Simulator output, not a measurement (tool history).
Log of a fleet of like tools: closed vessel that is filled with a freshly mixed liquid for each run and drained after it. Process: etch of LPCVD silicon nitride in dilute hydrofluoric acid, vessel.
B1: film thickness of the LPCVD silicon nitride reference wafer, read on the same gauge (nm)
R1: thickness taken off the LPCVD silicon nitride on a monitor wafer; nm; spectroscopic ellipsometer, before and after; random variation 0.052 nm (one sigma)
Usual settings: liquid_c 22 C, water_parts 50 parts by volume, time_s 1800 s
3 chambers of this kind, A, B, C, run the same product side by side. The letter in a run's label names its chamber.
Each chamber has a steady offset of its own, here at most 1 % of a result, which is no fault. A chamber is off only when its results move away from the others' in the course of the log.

{"run": "1C", "hour": 4.4, "liquid_c": 22, "water_parts": 50, "time_s": 1800, "B1": 140.0, "R1": 13.985}
{"run": "2B", "hour": 10.1, "liquid_c": 22, "water_parts": 50, "time_s": 1800, "B1": 140.02, "R1": 14.246}
{"run": "3A", "hour": 15.6, "liquid_c": 22, "water_parts": 50, "time_s": 1800, "B1": 140.02, "R1": 14.295}
{"run": "4B", "hour": 21.2, "liquid_c": 22, "water_parts": 50, "time_s": 1800, "B1": 140.01, "R1": 14.188}
{"run": "5A", "hour": 26.6, "liquid_c": 22, "water_parts": 50, "time_s": 1800, "B1": 140.0, "R1": 14.264}
{"run": "6C", "hour": 29.6, "liquid_c": 22, "water_parts": 50, "time_s": 1800, "B1": 140.01, "R1": 13.956}
{"run": "7C", "hour": 32.7, "liquid_c": 22, "water_parts": 50, "time_s": 1800, "B1": 140.02, "R1": 13.982}
{"run": "8B", "hour": 37.9, "liquid_c": 22, "water_parts": 50, "time_s": 1800, "B1": 139.99, "R1": 14.182}
{"run": "9A", "hour": 40.8, "liquid_c": 22, "water_parts": 50, "time_s": 1800, "B1": 139.99, "R1": 14.137}
{"run": "10C", "hour": 44.5, "liquid_c": 22, "water_parts": 50, "time_s": 1800, "B1": 139.98, "R1": 14.043}
{"run": "11A", "hour": 47.4, "liquid_c": 22, "water_parts": 50, "time_s": 1800, "B1": 139.98, "R1": 14.114}
{"run": "12B", "hour": 51.9, "liquid_c": 25, "water_parts": 50, "time_s": 1800, "B1": 140.03, "R1": 17.567}
{"run": "13A", "hour": 54.7, "liquid_c": 25, "water_parts": 50, "time_s": 1800, "B1": 140.02, "R1": 17.3}
{"run": "14B", "hour": 58.9, "liquid_c": 25, "water_parts": 50, "time_s": 1800, "B1": 139.99, "R1": 17.542}
{"run": "15C", "hour": 64.1, "liquid_c": 22, "water_parts": 65, "time_s": 1800, "B1": 140.03, "R1": 10.897}
{"run": "16C", "hour": 68.6, "liquid_c": 22, "water_parts": 65, "time_s": 1800, "B1": 140.04, "R1": 10.994}
{"run": "17B", "hour": 73.7, "liquid_c": 22, "water_parts": 65, "time_s": 1800, "B1": 139.99, "R1": 10.989}
{"run": "18A", "hour": 77.7, "liquid_c": 22, "water_parts": 50, "time_s": 1800, "B1": 140.01, "R1": 14.058}
{"run": "19A", "hour": 81.1, "liquid_c": 22, "water_parts": 50, "time_s": 1800, "B1": 139.98, "R1": 14.083}
{"run": "20C", "hour": 84.9, "liquid_c": 22, "water_parts": 50, "time_s": 1800, "B1": 140.0, "R1": 13.978}
{"run": "21B", "hour": 90.7, "liquid_c": 22, "water_parts": 50, "time_s": 1800, "B1": 139.99, "R1": 14.163}
{"run": "22B", "hour": 94.1, "liquid_c": 22, "water_parts": 50, "time_s": 1800, "B1": 140.0, "R1": 14.291}
{"run": "23C", "hour": 97.0, "liquid_c": 22, "water_parts": 50, "time_s": 1800, "B1": 139.98, "R1": 14.045}
{"run": "24A", "hour": 101.8, "liquid_c": 22, "water_parts": 50, "time_s": 1800, "B1": 140.03, "R1": 14.047}
{"run": "25B", "hour": 105.6, "liquid_c": 22, "water_parts": 50, "time_s": 1800, "B1": 140.01, "R1": 14.285}
{"run": "26A", "hour": 109.4, "liquid_c": 22, "water_parts": 50, "time_s": 1800, "B1": 140.01, "R1": 13.857}
{"run": "27C", "hour": 112.9, "liquid_c": 22, "water_parts": 50, "time_s": 1800, "B1": 139.98, "R1": 13.934}
{"run": "28B", "hour": 116.4, "liquid_c": 22, "water_parts": 50, "time_s": 1800, "B1": 140.0, "R1": 14.17}
{"run": "29A", "hour": 120.7, "liquid_c": 22, "water_parts": 50, "time_s": 1800, "B1": 139.97, "R1": 13.925}
{"run": "30C", "hour": 124.3, "liquid_c": 22, "water_parts": 50, "time_s": 1800, "B1": 139.99, "R1": 13.929}
{"run": "31C", "hour": 129.0, "liquid_c": 22, "water_parts": 50, "time_s": 1800, "B1": 139.96, "R1": 14.027}
{"run": "32A", "hour": 133.7, "liquid_c": 22, "water_parts": 50, "time_s": 1800, "B1": 139.98, "R1": 13.961}
{"run": "33B", "hour": 138.0, "liquid_c": 22, "water_parts": 50, "time_s": 1800, "B1": 139.99, "R1": 14.096}
{"run": "34B", "hour": 142.2, "liquid_c": 22, "water_parts": 50, "time_s": 1800, "B1": 139.97, "R1": 14.221}
{"run": "35C", "hour": 147.9, "liquid_c": 24, "water_parts": 50, "time_s": 1095, "B1": 140.01, "R1": 9.8056}
{"run": "36A", "hour": 153.4, "liquid_c": 24, "water_parts": 50, "time_s": 1095, "B1": 139.99, "R1": 9.601}
{"run": "37B", "hour": 157.9, "liquid_c": 24, "water_parts": 50, "time_s": 1095, "B1": 140.02, "R1": 9.9012}
{"run": "38C", "hour": 163.1, "liquid_c": 22, "water_parts": 50, "time_s": 1800, "B1": 139.98, "R1": 14.073}
{"run": "39A", "hour": 166.7, "liquid_c": 22, "water_parts": 50, "time_s": 1800, "B1": 140.01, "R1": 13.797}
{"run": "40B", "hour": 172.2, "liquid_c": 22, "water_parts": 50, "time_s": 1800, "B1": 140.02, "R1": 14.206}

What goes on in this fleet: one chamber off, a drifting gauge, or nothing beyond the chambers' own small offsets? Name the chamber and the cause, if any.

Chamber A drifts away from the others.
Cause: liquid colder than its thermometer reads (K) = 0.443.
The log may not tell that from: hydrofluoric acid flow below the setpoint (%).

Here are 4 candidates for chamber A's next run, each the usual settings with a change, their results left as question marks. Which one brings its results back in line with what the others give on the usual settings?
In line means no further than this from the other chambers' mean on the usual settings: R1 0.1800 nm
{"run": "41A-1", "hour": 176.5, "liquid_c": 22, "water_parts": 50, "time_s": 1890, "R1": "?"}
{"run": "41A-2", "hour": 176.5, "liquid_c": 22, "water_parts": 50, "time_s": 1760, "R1": "?"}
{"run": "41A-3", "hour": 176.5, "liquid_c": 22, "water_parts": 50, "time_s": 1840, "R1": "?"}
{"run": "41A-4", "hour": 176.5, "liquid_c": 22, "water_parts": 50, "time_s": 1710, "R1": "?"}

The other chambers' mean on the usual settings: R1 14.1070 nm
run=41A-1 R1=14.4730
run=41A-2 R1=13.4780
run=41A-3 R1=14.0900
run=41A-4 R1=13.0950
41A-3 brings the chamber back in line.
